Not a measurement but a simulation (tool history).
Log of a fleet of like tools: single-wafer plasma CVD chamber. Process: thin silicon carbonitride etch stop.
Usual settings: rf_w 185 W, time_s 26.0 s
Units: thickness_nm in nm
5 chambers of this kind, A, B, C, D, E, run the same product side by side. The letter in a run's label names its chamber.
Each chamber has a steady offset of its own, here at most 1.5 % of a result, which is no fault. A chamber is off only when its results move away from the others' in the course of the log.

run,day,rf_w,time_s,"read-back reference wafer on the same gauge, thickness_nm",thickness_nm
1C,0.250,185,26.0,12.609,14.358
2D,0.558,185,26.0,12.597,14.408
3A,0.883,185,26.0,12.600,14.364
4E,1.221,185,26.0,12.595,14.487
5B,1.608,185,26.0,12.601,14.563
# day 1.833: chamber C: RF generator calibrated
6B,2.012,185,26.0,12.596,14.540
# day 2.121: chamber E: thermocouple changed; heater temperature recalibrated
7D,2.338,185,26.0,12.602,14.394
8C,2.667,185,26.0,12.599,14.296
9E,3.058,185,26.0,12.613,14.478
10A,3.492,185,26.0,12.597,14.323
11A,3.758,205,26.0,12.600,14.827
12C,4.192,205,26.0,12.605,14.742
13E,4.462,205,26.0,12.605,14.896
14B,4.917,205,26.0,12.597,15.033
15D,5.279,205,26.0,12.604,14.885
16B,5.729,185,26.0,12.595,14.546
17E,6.050,185,26.0,12.599,14.431
18D,6.271,185,26.0,12.603,14.455
19A,6.675,185,26.0,12.603,14.334
20C,7.017,185,26.0,12.610,14.319
21A,7.412,185,26.0,12.603,14.291
22E,7.625,185,26.0,12.598,14.343
23C,7.833,185,26.0,12.609,14.357
24D,8.133,185,26.0,12.610,14.400
25B,8.521,185,26.0,12.602,14.539
26D,8.808,185,26.0,12.610,14.332
27C,9.129,185,26.0,12.602,14.323
28B,9.450,185,26.0,12.598,14.498
29A,9.658,185,26.0,12.604,14.329
30E,10.046,185,23.0,12.600,12.646
31E,10.375,185,23.0,12.589,12.628
32A,10.646,185,23.0,12.598,12.663
33D,10.962,185,23.0,12.599,12.685
34C,11.404,185,23.0,12.595,12.676
35B,11.750,185,26.0,12.603,14.556

What goes on in this fleet: one chamber off, a drifting gauge, or nothing beyond the chambers' own small offsets? Name the chamber and the cause, if any.

Chamber E drifts away from the others.
Cause: delivered RF power below the setpoint (%) = 7.87.

Here are 4 candidates for chamber E's next run, each the usual settings with a change, their results left as question marks. Which one brings its results back in line with what the others give on the usual settings?
In line means no further than this from the other chambers' mean on the usual settings: thickness_nm 0.120 nm
36E-1,12.079,185,25.7,,?
36E-2,12.079,195,26.0,,?
36E-3,12.079,185,25.3,,?
36E-4,12.079,185,26.7,,?

The other chambers' mean on the usual settings: thickness_nm 14.400 nm
run,thickness_nm
36E-1,14.066
36E-2,14.454
36E-3,13.847
36E-4,14.614
36E-2 brings the chamber back in line.
